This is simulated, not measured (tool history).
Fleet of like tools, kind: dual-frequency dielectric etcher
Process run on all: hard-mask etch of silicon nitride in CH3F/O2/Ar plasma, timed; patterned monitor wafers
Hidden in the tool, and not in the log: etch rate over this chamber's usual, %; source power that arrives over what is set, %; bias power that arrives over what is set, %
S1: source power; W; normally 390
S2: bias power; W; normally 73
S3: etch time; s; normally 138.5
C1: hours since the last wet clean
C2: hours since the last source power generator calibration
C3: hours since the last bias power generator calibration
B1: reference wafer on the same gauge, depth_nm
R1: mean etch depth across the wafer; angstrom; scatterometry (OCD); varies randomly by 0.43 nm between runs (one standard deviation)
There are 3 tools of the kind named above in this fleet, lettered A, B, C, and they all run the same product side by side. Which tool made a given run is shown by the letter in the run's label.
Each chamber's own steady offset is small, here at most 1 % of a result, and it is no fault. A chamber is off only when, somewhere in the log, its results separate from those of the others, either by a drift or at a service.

{"run": "1C", "day": 0.167, "S1": 390, "S2": 73, "S3": 138.5, "C1": 296.9, "C2": 3684.7, "C3": 1878.1, "B1": 87.843, "R1": 962.28}
{"run": "2A", "day": 0.292, "S1": 390, "S2": 73, "S3": 138.5, "C1": 444.9, "C2": 1277.7, "C3": 549.3, "B1": 87.826, "R1": 972.74}
{"run": "3B", "day": 0.479, "S1": 390, "S2": 73, "S3": 138.5, "C1": 286.6, "C2": 3237.6, "C3": 1083.4, "B1": 87.804, "R1": 955.76}
{"run": "4C", "day": 0.625, "S1": 390, "S2": 73, "S3": 138.5, "C1": 307.9, "C2": 3695.7, "C3": 1889.1, "B1": 87.716, "R1": 970.51}
{"run": "5B", "day": 0.796, "S1": 390, "S2": 73, "S3": 138.5, "C1": 294.2, "C2": 3245.2, "C3": 1091.0, "B1": 87.924, "R1": 963.66}
{"run": "6A", "day": 0.95, "S1": 390, "S2": 73, "S3": 138.5, "C1": 460.7, "C2": 1293.5, "C3": 565.1, "B1": 87.75, "R1": 964.48}
{"run": "7C", "day": 1.033, "S1": 390, "S2": 73, "S3": 138.5, "C1": 317.7, "C2": 3705.5, "C3": 1898.9, "B1": 87.903, "R1": 963.76}
{"day": 1.104, "done": "chamber A: wet clean of the chamber"}
{"run": "8B", "day": 1.204, "S1": 390, "S2": 73, "S3": 138.5, "C1": 304.0, "C2": 3255.0, "C3": 1100.8, "B1": 87.797, "R1": 956.8}
{"run": "9A", "day": 1.3, "S1": 390, "S2": 73, "S3": 138.5, "C1": 4.7, "C2": 1301.9, "C3": 573.5, "B1": 87.826, "R1": 1010.8}
{"run": "10A", "day": 1.421, "S1": 390, "S2": 73, "S3": 138.5, "C1": 7.6, "C2": 1304.8, "C3": 576.4, "B1": 87.818, "R1": 1006.6}
{"run": "11B", "day": 1.583, "S1": 390, "S2": 73, "S3": 138.5, "C1": 313.1, "C2": 3264.1, "C3": 1109.9, "B1": 87.819, "R1": 956.75}
{"run": "12C", "day": 1.754, "S1": 390, "S2": 73, "S3": 138.5, "C1": 335.0, "C2": 3722.8, "C3": 1916.2, "B1": 87.743, "R1": 964.76}
{"run": "13C", "day": 1.946, "S1": 390, "S2": 73, "S3": 138.5, "C1": 339.6, "C2": 3727.4, "C3": 1920.8, "B1": 87.686, "R1": 962.43}
{"run": "14B", "day": 2.033, "S1": 350, "S2": 73, "S3": 164.5, "C1": 323.9, "C2": 3274.9, "C3": 1120.7, "B1": 87.782, "R1": 1087.0}
{"run": "15A", "day": 2.188, "S1": 350, "S2": 73, "S3": 164.5, "C1": 26.0, "C2": 1323.2, "C3": 594.8, "B1": 87.807, "R1": 1136.8}
{"run": "16C", "day": 2.275, "S1": 350, "S2": 73, "S3": 164.5, "C1": 347.5, "C2": 3735.3, "C3": 1928.7, "B1": 87.867, "R1": 1100.4}
{"run": "17B", "day": 2.396, "S1": 450, "S2": 78, "S3": 138.5, "C1": 332.6, "C2": 3283.6, "C3": 1129.4, "B1": 87.788, "R1": 1041.2}
{"run": "18A", "day": 2.483, "S1": 450, "S2": 78, "S3": 138.5, "C1": 33.1, "C2": 1330.3, "C3": 601.9, "B1": 87.722, "R1": 1078.8}
{"run": "19C", "day": 2.671, "S1": 450, "S2": 78, "S3": 138.5, "C1": 357.0, "C2": 3744.8, "C3": 1938.2, "B1": 87.785, "R1": 1045.5}
{"run": "20A", "day": 2.842, "S1": 390, "S2": 90, "S3": 99.5, "C1": 41.7, "C2": 1338.9, "C3": 610.5, "B1": 87.785, "R1": 776.29}
{"run": "21B", "day": 3.033, "S1": 390, "S2": 90, "S3": 99.5, "C1": 347.9, "C2": 3298.9, "C3": 1144.7, "B1": 87.85, "R1": 742.87}

Next, every chamber runs the same settings. What will each give?
{"run": "22A", "day": 3.175, "S1": 390, "S2": 73, "S3": 138.5, "R1": "?"}
{"run": "22B", "day": 3.175, "S1": 390, "S2": 73, "S3": 138.5, "R1": "?"}
{"run": "22C", "day": 3.175, "S1": 390, "S2": 73, "S3": 138.5, "R1": "?"}

run=22A R1=1002.20
run=22B R1=956.32
run=22C R1=972.73
